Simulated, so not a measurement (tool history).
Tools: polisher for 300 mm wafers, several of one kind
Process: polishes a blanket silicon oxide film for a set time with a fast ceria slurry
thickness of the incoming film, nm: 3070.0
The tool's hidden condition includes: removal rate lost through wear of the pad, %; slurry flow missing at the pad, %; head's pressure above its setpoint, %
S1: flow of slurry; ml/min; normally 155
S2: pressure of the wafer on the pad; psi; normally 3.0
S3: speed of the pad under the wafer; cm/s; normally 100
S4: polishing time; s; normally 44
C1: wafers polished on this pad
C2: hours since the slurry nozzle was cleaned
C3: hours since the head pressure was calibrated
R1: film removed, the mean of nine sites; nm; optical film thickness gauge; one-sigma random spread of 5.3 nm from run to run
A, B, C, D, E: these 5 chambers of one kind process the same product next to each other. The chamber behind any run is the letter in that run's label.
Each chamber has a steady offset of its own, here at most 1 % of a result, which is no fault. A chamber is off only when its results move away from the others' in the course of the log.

run,day,S1,S2,S3,S4,C1,C2,C3,R1
1E,0.212,155,3.0,100,44,337,128.1,157.9,674.40
2D,0.412,155,3.0,100,44,595,404.0,1215.3,679.36
3C,0.742,155,3.0,100,44,569,33.9,250.0,668.81
# day 0.746: chamber D: worn pad replaced by a new one
4A,1.054,155,3.0,100,44,544,208.3,1080.0,663.09
# day 1.283: chamber E: worn pad replaced by a new one
5B,1.325,155,3.0,100,44,863,159.3,257.5,670.68
# day 1.500: chamber C: worn pad replaced by a new one
6B,1.650,155,3.0,100,44,957,167.1,265.3,670.11
7E,1.867,155,3.0,100,44,168,167.8,197.6,672.52
8C,2.238,155,3.0,100,44,211,69.8,285.9,667.89
# day 2.296: chamber B: worn pad replaced by a new one
9D,2.504,155,3.0,100,44,504,454.2,1265.5,671.83
# day 2.846: chamber A: worn pad replaced by a new one
10A,2.850,155,2.0,100,55,1,251.4,1123.1,555.83
11C,3.038,155,2.0,100,55,441,89.0,305.1,552.10
# day 3.375: chamber C: head pressure recalibrated
12A,3.412,155,2.0,100,55,162,264.9,1136.6,555.16
# day 3.679: chamber D: worn pad replaced by a new one
13E,3.679,155,2.0,100,55,688,211.3,241.1,551.91
14D,4.058,155,2.0,100,55,109,491.5,1302.8,558.49
# day 4.142: chamber E: worn pad replaced by a new one
15B,4.412,155,3.0,100,44,607,233.4,331.6,673.71
# day 4.488: chamber C: worn pad replaced by a new one
16B,4.758,155,3.0,100,44,706,241.7,339.9,660.15
17C,5.029,155,3.0,100,44,155,136.8,39.7,661.18
18D,5.379,120,3.0,82,44,488,523.2,1334.5,514.89
19E,5.725,120,3.0,82,44,455,260.4,290.2,525.96
# day 6.004: chamber B: worn pad replaced by a new one
20A,6.071,120,3.0,82,44,925,328.7,1200.4,525.36
# day 6.104: chamber D: worn pad replaced by a new one
21B,6.242,120,3.0,82,44,68,277.3,375.5,515.08
# day 6.438: chamber E: worn pad replaced by a new one
22D,6.558,120,3.0,82,44,130,551.5,1362.8,524.64
# day 6.821: chamber A: worn pad replaced by a new one
23E,6.862,185,3.0,100,44,122,287.7,317.5,687.37
# day 6.979: chamber A: head pressure recalibrated
# day 7.088: chamber C: worn pad replaced by a new one
24A,7.171,185,3.0,100,44,100,355.1,4.6,682.11
# day 7.504: chamber C: slurry nozzle cleaned
25C,7.550,185,3.0,100,44,133,1.2,100.2,689.79
26E,7.921,185,3.0,100,44,426,313.1,342.9,669.06
# day 8.000: chamber E: slurry nozzle cleaned
# day 8.121: chamber D: head pressure recalibrated
27A,8.267,185,3.0,100,44,415,381.4,30.9,681.00
# day 8.379: chamber D: worn pad replaced by a new one
28D,8.596,155,3.0,100,44,62,600.4,11.5,664.61
29C,8.946,155,3.0,100,44,533,34.7,133.7,661.69
# day 9.125: chamber E: worn pad replaced by a new one
30B,9.250,155,3.0,100,44,931,349.5,447.7,658.65
31B,9.425,155,3.0,100,44,981,353.7,451.9,661.39
32D,9.650,155,3.0,100,44,364,625.7,36.8,672.06
# day 10.004: chamber C: worn pad replaced by a new one
33A,10.004,155,3.0,100,44,913,423.1,72.6,661.76
# day 10.108: chamber B: slurry nozzle cleaned
# day 10.154: chamber B: worn pad replaced by a new one
34E,10.350,155,3.0,100,44,351,56.4,401.2,660.40
35C,10.579,200,3.0,86,44,165,73.9,172.9,599.91
# day 10.621: chamber D: worn pad replaced by a new one
36A,10.917,200,3.0,86,44,1175,445.0,94.5,593.47
37E,11.246,200,3.0,86,44,608,77.9,422.7,597.80
38B,11.525,200,3.0,86,44,394,34.1,502.3,599.19
# day 11.546: chamber E: worn pad replaced by a new one
39C,11.854,200,3.0,86,44,531,104.5,203.5,599.63
40D,12.200,155,3.0,100,44,454,686.9,98.0,661.72
41B,12.500,155,3.0,100,44,673,57.5,525.7,655.78
42E,12.729,155,3.0,100,44,339,113.5,458.3,665.94
43D,12.992,155,3.0,126,39,681,705.9,117.0,739.04

Each of the 5 chambers runs these same settings next. Fill in every chamber's results:
44A,13.267,155,2.5,100,44,,,,?
44B,13.267,155,2.5,100,44,,,,?
44C,13.267,155,2.5,100,44,,,,?
44D,13.267,155,2.5,100,44,,,,?
44E,13.267,155,2.5,100,44,,,,?

run,R1
44A,559.48
44B,553.78
44C,556.12
44D,556.94
44E,557.73

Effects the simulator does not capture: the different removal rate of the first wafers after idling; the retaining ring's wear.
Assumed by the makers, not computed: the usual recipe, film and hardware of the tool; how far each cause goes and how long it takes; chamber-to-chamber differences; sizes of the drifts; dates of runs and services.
